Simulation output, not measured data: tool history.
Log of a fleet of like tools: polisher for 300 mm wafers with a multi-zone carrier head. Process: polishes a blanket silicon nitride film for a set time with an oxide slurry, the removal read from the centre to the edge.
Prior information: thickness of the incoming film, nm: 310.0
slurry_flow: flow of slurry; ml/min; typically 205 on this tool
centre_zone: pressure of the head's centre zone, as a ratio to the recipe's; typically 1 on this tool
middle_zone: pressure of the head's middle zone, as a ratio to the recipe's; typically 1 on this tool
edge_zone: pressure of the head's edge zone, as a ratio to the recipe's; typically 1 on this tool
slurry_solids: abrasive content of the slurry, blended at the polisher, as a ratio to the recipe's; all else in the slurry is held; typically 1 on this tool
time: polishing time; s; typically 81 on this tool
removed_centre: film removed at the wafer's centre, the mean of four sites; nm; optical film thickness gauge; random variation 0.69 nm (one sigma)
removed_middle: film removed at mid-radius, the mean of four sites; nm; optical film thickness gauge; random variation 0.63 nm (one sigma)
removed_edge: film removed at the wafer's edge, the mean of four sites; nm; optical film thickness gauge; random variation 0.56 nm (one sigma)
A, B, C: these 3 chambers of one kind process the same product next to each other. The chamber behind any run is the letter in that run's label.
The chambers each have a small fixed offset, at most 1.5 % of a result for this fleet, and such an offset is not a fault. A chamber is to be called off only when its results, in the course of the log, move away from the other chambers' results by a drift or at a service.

run	hour	slurry_flow	centre_zone	middle_zone	edge_zone	slurry_solids	time	wafers polished on this pad	hours since the slurry nozzle was cleaned	hours since the centre zone pressure was calibrated	hours since the edge zone pressure was calibrated	removed_centre	removed_middle	removed_edge
1B	6.5	205	1	1	1	1	81	495	250.7	873.6	254.8	81.521	81.156	81.943
2C	10.4	205	1	1	1	1	81	848	282.2	148.6	607.4	82.867	81.183	81.62
# hour 10.9: chamber C: slurry nozzle cleaned
3A	17.5	205	1	1	1	1	81	188	523	980.6	497.9	80.554	81.674	81.868
4A	21.7	205	1	1	1	1	81	220	527.2	984.8	502.1	82.623	81.988	81.966
5B	28	205	1	1	1	1	81	656	272.2	895.1	276.3	83.001	80.881	81.47
# hour 32.8: chamber C: worn pad replaced by a new one
6C	33	205	1	1	1	1	81	2	22.2	171.2	630	83.095	81.172	81.683
7B	41.1	205	1	1	1	1	81	755	285.3	908.2	289.4	82.52	81.973	82.244
8A	45.6	205	1	1	1	1	81	399	551.1	1008.7	526	80.962	81.897	81.246
9C	52.6	205	1	1	1	1	81	149	41.8	190.8	649.6	83.152	81.019	82.687
# hour 53.7: chamber B: worn pad replaced by a new one
10C	58.1	205	1	1	1	1	81	190	47.3	196.3	655.1	82.508	79.946	81.266
11B	66	205	1	1	1	1	81	92	310.2	933.1	314.3	83.538	81.516	81.325
12A	72.1	205	1	1	1	1	81	598	577.6	1035.2	552.5	80.499	81.769	82.018
13B	79	205	1	1	1	1	81	190	323.2	946.1	327.3	82.368	81.482	82.417
14A	84.1	205	1	1	1	1	81	688	589.6	1047.2	564.5	82.094	80.778	81.305
15C	91.5	205	1	1	1	1	81	441	80.7	229.7	688.5	82.643	80.76	81.394
16A	96.7	205	1	1	1	1	81	782	602.2	1059.8	577.1	82.824	82.248	82.357
17C	101	205	1	0.93	1	0.75	81	512	90.2	239.2	698	73.086	65.671	71.1
18B	105.3	205	1	0.93	1	0.75	81	387	349.5	972.4	353.6	72.096	67.39	72.093
19B	111.9	205	1	0.93	1	0.75	81	436	356.1	979	360.2	71.417	66.76	70.304
20C	119.5	205	1	1	1	1	81	651	108.7	257.7	716.5	82.784	80.396	80.703
21A	126.6	205	1	1	1	1	81	1007	632.1	1089.7	607	81.957	81.616	81.671
22A	133.9	205	1	1	1	1	81	1061	639.4	1097	614.3	81.481	82.646	81.732
23C	138	205	1	1	1	1	106	789	127.2	276.2	735	107.17	105.54	105.67
24B	145.3	205	1	1	1	1	106	687	389.5	1012.4	393.6	108.66	107.58	107.67
# hour 146.1: chamber A: slurry nozzle cleaned
25C	152.1	205	1	1	1	1	106	895	141.3	290.3	749.1	108.22	107.42	107.08
26B	156.1	205	1	1	1	1	81	768	400.3	1023.2	404.4	83.365	81.469	81.882
27A	161.6	205	1	1	1	1	81	1269	15.6	1124.7	642	81.329	82.873	80.822
28A	168.4	205	1	1	1	1	81	1320	22.4	1131.5	648.8	81.11	81.594	82.584
29B	176	205	1	1	1	1	81	917	420.2	1043.1	424.3	82.685	80.732	81.648
30C	182.5	205	1	1	1	1	81	1123	171.7	320.7	779.5	84.012	80.897	80.474
31B	186.2	205	1	1	1	1	81	994	430.4	1053.3	434.5	83.342	81.521	81.561
32C	192.7	205	1	1	1	1	81	1200	181.9	330.9	789.7	82.178	81.059	81.154

Has any chamber moved away from the others, gradually or after a service, or does the common gauge drift, or do the chambers differ only by their own small steady offsets? State the chamber and the most likely cause if one applies.

No chamber stands off beyond its own small offset, and the gauge holds steady.
